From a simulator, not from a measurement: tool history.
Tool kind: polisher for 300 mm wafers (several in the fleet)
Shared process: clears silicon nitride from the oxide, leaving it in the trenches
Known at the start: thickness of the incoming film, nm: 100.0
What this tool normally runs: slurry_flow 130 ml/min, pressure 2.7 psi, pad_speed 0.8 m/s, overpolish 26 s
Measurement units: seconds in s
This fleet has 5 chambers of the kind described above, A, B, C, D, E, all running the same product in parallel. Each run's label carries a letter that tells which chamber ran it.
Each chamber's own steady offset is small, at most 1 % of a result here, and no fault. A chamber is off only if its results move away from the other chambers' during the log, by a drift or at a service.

| run | hour | slurry_flow | pressure | pad_speed | overpolish | seconds |
|---|---|---|---|---|---|---|
| 1C | 6.3 | 130 | 2.7 | 0.8 | 26 | 162.67 |
| 2E | 14.5 | 130 | 2.7 | 0.8 | 26 | 158.72 |
| 3B | 21.9 | 130 | 2.7 | 0.8 | 26 | 160.3 |
| 4D | 31.1 | 130 | 2.7 | 0.8 | 26 | 156.67 |
|  | 41.3 | chamber C: worn pad replaced by a new one |
| 5A | 43.9 | 130 | 2.7 | 0.8 | 26 | 160.05 |
|  | 53.1 | chamber D: worn pad replaced by a new one |
| 6B | 54.3 | 130 | 2.7 | 0.8 | 26 | 163.32 |
|  | 61 | chamber D: slurry nozzle cleaned |
| 7D | 63 | 90 | 2.7 | 1.08 | 26 | 130.16 |
| 8E | 74.9 | 90 | 2.7 | 1.08 | 26 | 130.46 |
| 9C | 83 | 90 | 2.7 | 1.08 | 26 | 133.29 |
| 10A | 89 | 90 | 2.7 | 1.08 | 26 | 129.34 |
| 11E | 97.4 | 90 | 2.7 | 1.08 | 26 | 127.58 |
|  | 99.7 | chamber B: worn pad replaced by a new one |
|  | 101 | chamber A: worn pad replaced by a new one |
| 12C | 108.1 | 90 | 1.9 | 0.8 | 26 | 256.85 |
| 13A | 114.7 | 90 | 1.9 | 0.8 | 26 | 259.03 |
| 14D | 126.4 | 90 | 1.9 | 0.8 | 26 | 245.04 |
| 15B | 132.2 | 90 | 1.9 | 0.8 | 26 | 246.55 |
| 16B | 138.4 | 90 | 1.9 | 0.8 | 26 | 253.34 |
| 17D | 150.7 | 130 | 2.7 | 0.8 | 26 | 158.49 |
| 18A | 163.6 | 130 | 2.7 | 0.8 | 26 | 166.03 |
| 19E | 172.2 | 130 | 2.7 | 0.8 | 26 | 161.02 |
|  | 178.3 | chamber B: slurry nozzle cleaned |
| 20C | 184.8 | 130 | 2.7 | 0.8 | 26 | 162.18 |
|  | 189 | chamber E: worn pad replaced by a new one |
| 21E | 190.4 | 130 | 2.7 | 0.8 | 26 | 160.76 |
| 22D | 200.3 | 130 | 2.7 | 0.8 | 26 | 161.95 |
| 23C | 206.5 | 130 | 2.7 | 0.94 | 26 | 135 |
| 24A | 214.3 | 130 | 2.7 | 0.94 | 26 | 137.95 |
| 25B | 222.3 | 130 | 2.7 | 0.94 | 26 | 136.33 |
|  | 224.1 | chamber D: worn pad replaced by a new one |
|  | 229.2 | chamber B: worn pad replaced by a new one |
| 26C | 231.7 | 130 | 2.7 | 0.94 | 26 | 137.8 |
| 27B | 244.2 | 130 | 2.7 | 0.94 | 26 | 134.66 |
| 28E | 250.7 | 130 | 2.7 | 0.8 | 26 | 166.32 |
| 29D | 260 | 130 | 2.7 | 0.8 | 26 | 163.38 |
| 30A | 267.2 | 130 | 2.7 | 0.8 | 26 | 162.48 |
| 31D | 278 | 130 | 2.7 | 0.8 | 26 | 160.31 |

Is one chamber off against the others, does the gauge drift, or is nothing wrong? If a chamber is off, say which, and what the likeliest cause is.

Beyond each chamber's small constant offset nothing stands out, and the gauge stays steady.

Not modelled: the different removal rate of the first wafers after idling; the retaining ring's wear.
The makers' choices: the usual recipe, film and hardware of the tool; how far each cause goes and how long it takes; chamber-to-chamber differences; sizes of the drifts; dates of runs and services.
